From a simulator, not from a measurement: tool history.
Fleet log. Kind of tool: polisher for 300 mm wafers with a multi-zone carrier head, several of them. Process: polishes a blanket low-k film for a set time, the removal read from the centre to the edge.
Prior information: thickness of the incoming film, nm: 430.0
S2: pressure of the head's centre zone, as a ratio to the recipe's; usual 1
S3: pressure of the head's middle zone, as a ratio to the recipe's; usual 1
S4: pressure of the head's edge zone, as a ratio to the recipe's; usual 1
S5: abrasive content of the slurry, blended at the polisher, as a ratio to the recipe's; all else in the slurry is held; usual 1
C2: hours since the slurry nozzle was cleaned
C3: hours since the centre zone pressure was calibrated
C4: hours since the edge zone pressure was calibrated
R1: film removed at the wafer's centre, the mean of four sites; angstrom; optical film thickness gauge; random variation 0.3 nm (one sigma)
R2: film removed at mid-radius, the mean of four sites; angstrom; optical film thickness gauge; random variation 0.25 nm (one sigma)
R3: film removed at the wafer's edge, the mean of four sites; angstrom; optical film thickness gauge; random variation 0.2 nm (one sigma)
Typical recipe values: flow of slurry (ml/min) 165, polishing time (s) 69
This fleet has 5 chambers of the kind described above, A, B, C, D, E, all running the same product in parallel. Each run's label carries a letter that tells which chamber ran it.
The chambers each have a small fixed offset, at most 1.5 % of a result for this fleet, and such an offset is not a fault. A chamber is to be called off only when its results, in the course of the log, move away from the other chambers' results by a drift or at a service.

At hour 2.7: chamber B: slurry nozzle cleaned.
Run 1C, hour 5.8: usual settings; wafers polished on this pad 921; C2 304.1; C3 366.1; C4 97.9. Result: R1 234.48 angstrom, R2 235.11 angstrom, R3 233.93 angstrom.
Run 2A, hour 12.3: usual settings; wafers polished on this pad 451; C2 209.5; C3 788.8; C4 229.1. Result: R1 238.97 angstrom, R2 228.72 angstrom, R3 235.76 angstrom.
At hour 16.5: chamber C: worn pad replaced by a new one.
Run 3B, hour 22.4: usual settings; wafers polished on this pad 892; C2 19.8; C3 218.7; C4 179.9. Result: R1 237.59 angstrom, R2 233.13 angstrom, R3 232.02 angstrom.
At hour 29.7: chamber D: edge zone pressure recalibrated.
Run 4D, hour 31.6: usual settings; wafers polished on this pad 513; C2 209.3; C3 939.7; C4 1.9. Result: R1 235.26 angstrom, R2 233.88 angstrom, R3 235.47 angstrom.
At hour 32.5: chamber E: worn pad replaced by a new one.
At hour 32.9: chamber B: worn pad replaced by a new one.
Run 5E, hour 41.2: usual settings; wafers polished on this pad 89; C2 87.2; C3 878.8; C4 802.5. Result: R1 232.26 angstrom, R2 232.95 angstrom, R3 233.68 angstrom.
Run 6E, hour 51.7: usual settings; wafers polished on this pad 196; C2 97.7; C3 889.3; C4 813. Result: R1 234.41 angstrom, R2 236.32 angstrom, R3 233.3 angstrom.
At hour 54.9: chamber D: worn pad replaced by a new one.
Run 7B, hour 59: usual settings; wafers polished on this pad 267; C2 56.4; C3 255.3; C4 216.5. Result: R1 237.56 angstrom, R2 239.92 angstrom, R3 238.31 angstrom.
Run 8D, hour 65: usual settings but flow of slurry (ml/min) 115, polishing time (s) 57; wafers polished on this pad 104; C2 242.7; C3 973.1; C4 35.3. Result: R1 175.89 angstrom, R2 182.12 angstrom, R3 181.35 angstrom.
Run 9C, hour 75.9: usual settings but flow of slurry (ml/min) 115, polishing time (s) 57; wafers polished on this pad 607; C2 374.2; C3 436.2; C4 168. Result: R1 169.68 angstrom, R2 181.46 angstrom, R3 180.55 angstrom.
At hour 78.4: chamber C: slurry nozzle cleaned.
Run 10A, hour 83.4: usual settings but flow of slurry (ml/min) 115, polishing time (s) 57; wafers polished on this pad 1177; C2 280.6; C3 859.9; C4 300.2. Result: R1 176.67 angstrom, R2 173.99 angstrom, R3 178.58 angstrom.
Run 11E, hour 90: usual settings but flow of slurry (ml/min) 115, polishing time (s) 57; wafers polished on this pad 587; C2 136; C3 927.6; C4 851.3. Result: R1 179.86 angstrom, R2 183.77 angstrom, R3 181.69 angstrom.
Run 12D, hour 95.8: usual settings but flow of slurry (ml/min) 115, polishing time (s) 57; wafers polished on this pad 418; C2 273.5; C3 1003.9; C4 66.1. Result: R1 176.04 angstrom, R2 178.73 angstrom, R3 181.95 angstrom.
Run 13B, hour 106.8: usual settings; wafers polished on this pad 755; C2 104.2; C3 303.1; C4 264.3. Result: R1 232.11 angstrom, R2 233.41 angstrom, R3 238.75 angstrom.
At hour 112.7: chamber D: worn pad replaced by a new one.
Run 14C, hour 114.9: usual settings; wafers polished on this pad 1005; C2 36.6; C3 475.2; C4 207. Result: R1 235.62 angstrom, R2 238.93 angstrom, R3 233.65 angstrom.
At hour 119.2: chamber C: worn pad replaced by a new one.
At hour 121.5: chamber B: worn pad replaced by a new one.
Run 15A, hour 123.3: usual settings; wafers polished on this pad 1585; C2 320.5; C3 899.8; C4 340.1. Result: R1 230.02 angstrom, R2 223.6 angstrom, R3 226.04 angstrom.
At hour 126.4: chamber D: slurry nozzle cleaned.
Run 16E, hour 131.8: usual settings; wafers polished on this pad 1015; C2 177.8; C3 969.4; C4 893.1. Result: R1 235.71 angstrom, R2 240 angstrom, R3 232.75 angstrom.
At hour 135.5: chamber E: worn pad replaced by a new one.
Run 17C, hour 139.7: usual settings; wafers polished on this pad 210; C2 61.4; C3 500; C4 231.8. Result: R1 228.15 angstrom, R2 238.19 angstrom, R3 235.62 angstrom.
Run 18D, hour 148.7: usual settings; wafers polished on this pad 368; C2 22.4; C3 1056.8; C4 119. Result: R1 234.19 angstrom, R2 234.63 angstrom, R3 234.71 angstrom.
Run 19A, hour 157.2: usual settings; wafers polished on this pad 1931; C2 354.4; C3 933.7; C4 374. Result: R1 224.8 angstrom, R2 224.65 angstrom, R3 222.37 angstrom.
At hour 158.9: chamber E: centre zone pressure recalibrated.
Run 20B, hour 164.6: usual settings; wafers polished on this pad 441; C2 162; C3 360.9; C4 322.1. Result: R1 240.25 angstrom, R2 231.93 angstrom, R3 237.44 angstrom.
Run 21A, hour 175.9: usual settings; wafers polished on this pad 2122; C2 373.1; C3 952.4; C4 392.7. Result: R1 224.01 angstrom, R2 214.5 angstrom, R3 223.03 angstrom.
Run 22E, hour 184.2: usual settings; wafers polished on this pad 497; C2 230.2; C3 25.4; C4 945.5. Result: R1 239.75 angstrom, R2 232.3 angstrom, R3 230.71 angstrom.
At hour 185.2: chamber D: worn pad replaced by a new one.
At hour 192: chamber B: centre zone pressure recalibrated.
Run 23D, hour 193.5: usual settings; wafers polished on this pad 85; C2 67.2; C3 1101.6; C4 163.8. Result: R1 229.13 angstrom, R2 239.53 angstrom, R3 238.06 angstrom.
At hour 196.6: chamber C: centre zone pressure recalibrated.
Run 24B, hour 202.1: usual settings; wafers polished on this pad 824; C2 199.5; C3 10.1; C4 359.6. Result: R1 230.33 angstrom, R2 232.73 angstrom, R3 238.7 angstrom.
At hour 210.5: chamber B: worn pad replaced by a new one.
Run 25C, hour 214: usual settings but S4 1.11; wafers polished on this pad 969; C2 135.7; C3 17.5; C4 306.1. Result: R1 230.65 angstrom, R2 233.39 angstrom, R3 249.15 angstrom.
Run 26A, hour 221.5: usual settings but S4 1.11; wafers polished on this pad 2588; C2 418.7; C3 998; C4 438.3. Result: R1 221.23 angstrom, R2 213.08 angstrom, R3 232.58 angstrom.
Run 27E, hour 232.1: usual settings but S4 1.11; wafers polished on this pad 987; C2 278.1; C3 73.3; C4 993.4. Result: R1 231.01 angstrom, R2 236.52 angstrom, R3 242.11 angstrom.
At hour 232.7: chamber C: worn pad replaced by a new one.
At hour 240.4: chamber D: worn pad replaced by a new one.
Run 28D, hour 240.7: usual settings but S4 1.11; wafers polished on this pad 3; C2 114.4; C3 1148.8; C4 211. Result: R1 235.34 angstrom, R2 235.14 angstrom, R3 247.58 angstrom.
Run 29C, hour 246.8: usual settings but S4 1.11; wafers polished on this pad 144; C2 168.5; C3 50.3; C4 338.9. Result: R1 234.84 angstrom, R2 236.8 angstrom, R3 245.86 angstrom.
At hour 251.7: chamber B: slurry nozzle cleaned.
At hour 254.3: chamber E: worn pad replaced by a new one.
Run 30B, hour 255.2: usual settings; wafers polished on this pad 457; C2 3.5; C3 63.2; C4 412.7. Result: R1 231.34 angstrom, R2 233.22 angstrom, R3 236.67 angstrom.
Run 31E, hour 261.1: usual settings but flow of slurry (ml/min) 190, S5 1.1; wafers polished on this pad 69; C2 307.1; C3 102.3; C4 1022.4. Result: R1 250.56 angstrom, R2 253.89 angstrom, R3 244.64 angstrom.
Run 32B, hour 272.5: usual settings but flow of slurry (ml/min) 190, S5 1.1; wafers polished on this pad 633; C2 20.8; C3 80.5; C4 430. Result: R1 244.63 angstrom, R2 251.89 angstrom, R3 247.02 angstrom.
Run 33C, hour 282.2: usual settings but flow of slurry (ml/min) 190, S5 1.1; wafers polished on this pad 506; C2 203.9; C3 85.7; C4 374.3. Result: R1 248.22 angstrom, R2 253.01 angstrom, R3 246.58 angstrom.
Run 34D, hour 291.8: usual settings but flow of slurry (ml/min) 190, S5 1.1; wafers polished on this pad 525; C2 165.5; C3 1199.9; C4 262.1. Result: R1 242.4 angstrom, R2 251.7 angstrom, R3 248.21 angstrom.
At hour 298.1: chamber D: worn pad replaced by a new one.
Run 35A, hour 299.3: usual settings but flow of slurry (ml/min) 190, S5 1.1; wafers polished on this pad 3383; C2 496.5; C3 1075.8; C4 516.1. Result: R1 225.48 angstrom, R2 228.47 angstrom, R3 225.09 angstrom.
At hour 305.7: chamber B: worn pad replaced by a new one.
Run 36D, hour 307.1: usual settings; wafers polished on this pad 92; C2 180.8; C3 1215.2; C4 277.4. Result: R1 231.83 angstrom, R2 232.58 angstrom, R3 235.43 angstrom.
Run 37B, hour 316.5: usual settings; wafers polished on this pad 110; C2 64.8; C3 124.5; C4 474. Result: R1 235.66 angstrom, R2 236.3 angstrom, R3 238.74 angstrom.
Run 38E, hour 322.2: usual settings; wafers polished on this pad 694; C2 368.2; C3 163.4; C4 1083.5. Result: R1 232.39 angstrom, R2 237.2 angstrom, R3 232.66 angstrom.

All 5 chambers run these settings next. Forecast each chamber's results:
Run 39A, hour 330.8: usual settings but S2 1.06. Result: R1 ?, R2 ?, R3 ?.
Run 39B, hour 330.8: usual settings but S2 1.06. Result: R1 ?, R2 ?, R3 ?.
Run 39C, hour 330.8: usual settings but S2 1.06. Result: R1 ?, R2 ?, R3 ?.
Run 39D, hour 330.8: usual settings but S2 1.06. Result: R1 ?, R2 ?, R3 ?.
Run 39E, hour 330.8: usual settings but S2 1.06. Result: R1 ?, R2 ?, R3 ?.

run      R1      R2      R3
39A  226.38  204.88   209.5
39B  248.85  233.88  234.65
39C  245.71  236.22  233.01
39D  249.85  236.45  233.81
39E   250.7  237.03  231.92
